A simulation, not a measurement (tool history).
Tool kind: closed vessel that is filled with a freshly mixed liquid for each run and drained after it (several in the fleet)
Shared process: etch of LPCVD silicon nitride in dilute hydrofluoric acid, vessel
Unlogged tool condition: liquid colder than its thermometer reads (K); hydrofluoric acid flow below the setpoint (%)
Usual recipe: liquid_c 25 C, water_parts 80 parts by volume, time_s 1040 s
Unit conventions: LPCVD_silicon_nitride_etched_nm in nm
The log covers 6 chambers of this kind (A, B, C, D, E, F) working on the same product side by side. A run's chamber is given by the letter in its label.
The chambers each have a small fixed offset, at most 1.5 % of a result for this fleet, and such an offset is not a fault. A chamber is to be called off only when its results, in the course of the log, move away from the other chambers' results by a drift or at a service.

run	day	liquid_c	water_parts	time_s	hours since the thermometer was replaced	hours since the hydrofluoric acid flow meter was replaced	read-back film thickness of the LPCVD silicon nitride reference wafer, read on the same gauge (nm)	LPCVD_silicon_nitride_etched_nm
1C	0.142	25	80	1040	1325.5	275.5	89.988	6.906
2B	0.375	25	80	1040	1082	489.4	89.973	7.0988
3A	0.554	25	80	1040	1191.6	191.8	90.002	6.9002
4F	0.85	25	80	1040	1980	1626.9	90	6.8986
5E	1.096	25	80	1040	114.1	987.1	90.006	6.8271
6D	1.254	25	80	1040	436	489.3	90.02	6.9192
7D	1.408	25	80	465	439.7	493	90.029	3.1021
8F	1.683	25	80	465	2000	1646.9	89.982	3.0717
9A	1.892	25	80	465	1223.7	223.9	90.009	3.1052
10B	2.079	25	80	465	1122.9	530.3	89.988	3.1284
11C	2.262	25	80	465	1376.4	326.4	89.991	3.0623
12E	2.404	25	80	465	145.5	1018.5	89.982	3.117
13B	2.688	25	80	1040	1137.5	544.9	89.984	6.9993
14D	2.942	21.5	80	780	476.5	529.8	89.969	4.1261
15C	3.117	21.5	80	780	1396.9	346.9	89.989	4.1301
16A	3.267	21.5	80	780	1256.7	256.9	90.044	4.0933
17E	3.45	21.5	80	780	170.6	1043.6	89.955	4.1508
18F	3.646	21.5	80	780	2047.1	1694	89.978	4.1505
19B	3.892	21.5	80	780	1166.4	573.8	89.942	4.1597
20A	4.188	25	80	1040	1278.8	279	90.01	6.8493
21C	4.375	25	80	1040	1427.1	377.1	90.035	6.9375
22F	4.662	25	80	665	2071.5	1718.4	90.046	4.3775
23D	4.804	25	80	665	521.2	574.5	90.009	4.4208
24E	4.983	25	80	665	207.4	1080.4	90.021	4.3384
25A	5.129	25	80	665	1301.4	301.6	89.955	4.4209
26E	5.425	25	80	665	218	1091	89.972	4.3447
27D	5.579	25	80	665	539.8	593.1	90.007	4.3766
28C	5.742	25	80	1040	1459.9	409.9	90.019	7.0084
29F	5.912	20.5	50	1040	2101.5	1748.4	89.977	7.9494
30B	6.171	20.5	50	1040	1221.1	628.5	90.007	8.1488
31B	6.408	20.5	50	1040	1226.8	634.2	89.998	8.2858
32D	6.612	20.5	50	1040	564.6	617.9	90.048	8.126
33A	6.896	20.5	50	1040	1343.8	344	89.992	8.0496
34F	7.112	20.5	50	1040	2130.3	1777.2	89.978	8.0364
35C	7.392	20.5	80	1620	1499.5	449.5	90.027	8.0064
36E	7.525	20.5	80	1620	268.4	1141.4	89.993	7.5685
37B	7.75	20.5	80	1620	1259	666.4	89.984	8.0767
38E	7.942	20.5	80	1620	278.4	1151.4	89.978	7.628
39C	8.075	20.5	80	1620	1515.9	465.9	90.003	8.0217
40A	8.321	20.5	80	1620	1378	378.2	90.024	7.9882
41F	8.612	25	80	1040	2166.3	1813.2	89.999	6.8972
42D	8.917	25	80	1040	619.9	673.2	89.998	6.9719
43A	9.142	25	80	1040	1397.7	397.9	90.035	6.8788
44B	9.308	25	80	1040	1296.4	703.8	89.981	7.0145

Predict what each chamber gives when all 6 of them run the settings below next.
45A	9.525	25	80	1040				?
45B	9.525	25	80	1040				?
45C	9.525	25	80	1040				?
45D	9.525	25	80	1040				?
45E	9.525	25	80	1040				?
45F	9.525	25	80	1040				?

run	LPCVD_silicon_nitride_etched_nm
45A	6.9364
45B	7.0064
45C	6.8885
45D	6.9426
45E	6.3019
45F	6.9576
